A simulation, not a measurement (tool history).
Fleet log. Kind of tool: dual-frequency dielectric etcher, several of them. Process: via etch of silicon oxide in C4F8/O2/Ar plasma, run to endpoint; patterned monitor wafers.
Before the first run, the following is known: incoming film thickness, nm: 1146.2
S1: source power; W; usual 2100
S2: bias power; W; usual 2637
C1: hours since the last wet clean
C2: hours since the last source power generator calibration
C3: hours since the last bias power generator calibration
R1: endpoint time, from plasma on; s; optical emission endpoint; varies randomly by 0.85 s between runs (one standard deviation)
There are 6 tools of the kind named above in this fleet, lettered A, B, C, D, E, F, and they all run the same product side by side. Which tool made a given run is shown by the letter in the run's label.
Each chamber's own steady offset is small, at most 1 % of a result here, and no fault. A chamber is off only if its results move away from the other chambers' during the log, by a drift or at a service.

run	hour	S1	S2	C1	C2	C3	R1
1B	11.2	2100	2637	621.3	2300.6	1145.9	204.39
# hour 18.6: chamber B: wet clean of the chamber
2E	19.6	2100	2637	104.8	3324	1711.7	203.58
3A	29.1	2100	2637	232.1	628.7	2830	205.27
# hour 31: chamber C: bias power generator calibrated
4C	37.4	2100	2637	534.3	2451.1	6.5	207.55
5F	45.2	2100	2637	579.3	721.7	477.5	205.17
6D	57.3	2100	2637	134.7	665.3	754.8	203.82
7D	68	2100	2637	145.4	676	765.5	203
8B	79.9	2100	2637	61.4	2369.3	1214.6	204.03
9A	94.5	2100	2637	297.5	694.1	2895.4	206.95
# hour 98.8: chamber F: wet clean of the chamber
# hour 102.3: chamber E: bias power generator calibrated
10F	107.1	2100	2637	8.3	783.6	539.4	205.17
11E	116.8	2100	2637	202	3421.2	14.6	204.98
12C	125.1	2100	2637	622	2538.8	94.2	207.39
# hour 125.5: chamber C: wet clean of the chamber
13B	140.1	2100	2637	121.6	2429.5	1274.8	203.68
14A	150	2100	2304	353	749.6	2950.9	213.07
15C	163	2100	2304	37.6	2576.7	132.1	215.55
16E	178.5	2100	2304	263.7	3482.9	76.3	212.93
17F	187	2100	2304	88.2	863.5	619.3	214.67
18D	196.5	2100	2304	273.9	804.5	894	213.56
19F	206.8	2100	2304	108	883.3	639.1	212.45
20C	220.6	2100	2637	95.2	2634.3	189.7	205.33
# hour 227: chamber E: source power generator calibrated
21D	230.2	2100	2637	307.6	838.2	927.7	203
22A	244.4	2100	2637	447.4	844	3045.3	206.8
23B	255.9	2100	2637	237.4	2545.3	1390.6	204.92
# hour 258.7: chamber A: wet clean of the chamber
24E	270	2100	2637	355.2	43	167.8	203.96
25D	283.7	2100	2637	361.1	891.7	981.2	204.19
# hour 292.3: chamber E: wet clean of the chamber
26C	294.5	2100	2637	169.1	2708.2	263.6	206.26
27F	305	2100	2637	206.2	981.5	737.3	205.29
# hour 310.3: chamber D: wet clean of the chamber
28E	320	2100	2637	27.7	93	217.8	203.92
29A	328.4	2590	2201	69.8	928	3129.3	198.8
30B	339.4	2590	2201	320.9	2628.8	1474.1	198.72
31D	353	2590	2201	42.8	961	1050.5	197.42
32B	363.7	2590	2201	345.2	2653.1	1498.4	198.29
33F	378.1	2590	2201	279.3	1054.6	810.4	199.12
34A	384.9	2590	2201	126.3	984.5	3185.8	199.02
35C	391.6	2100	2637	266.2	2805.3	360.7	205.77
36E	403.7	2100	2637	111.4	176.7	301.5	204.03

What goes on in this fleet: one chamber off, a drifting gauge, or nothing beyond the chambers' own small offsets? Name the chamber and the cause, if any.

No chamber stands off beyond its own small offset, and the gauge holds steady.
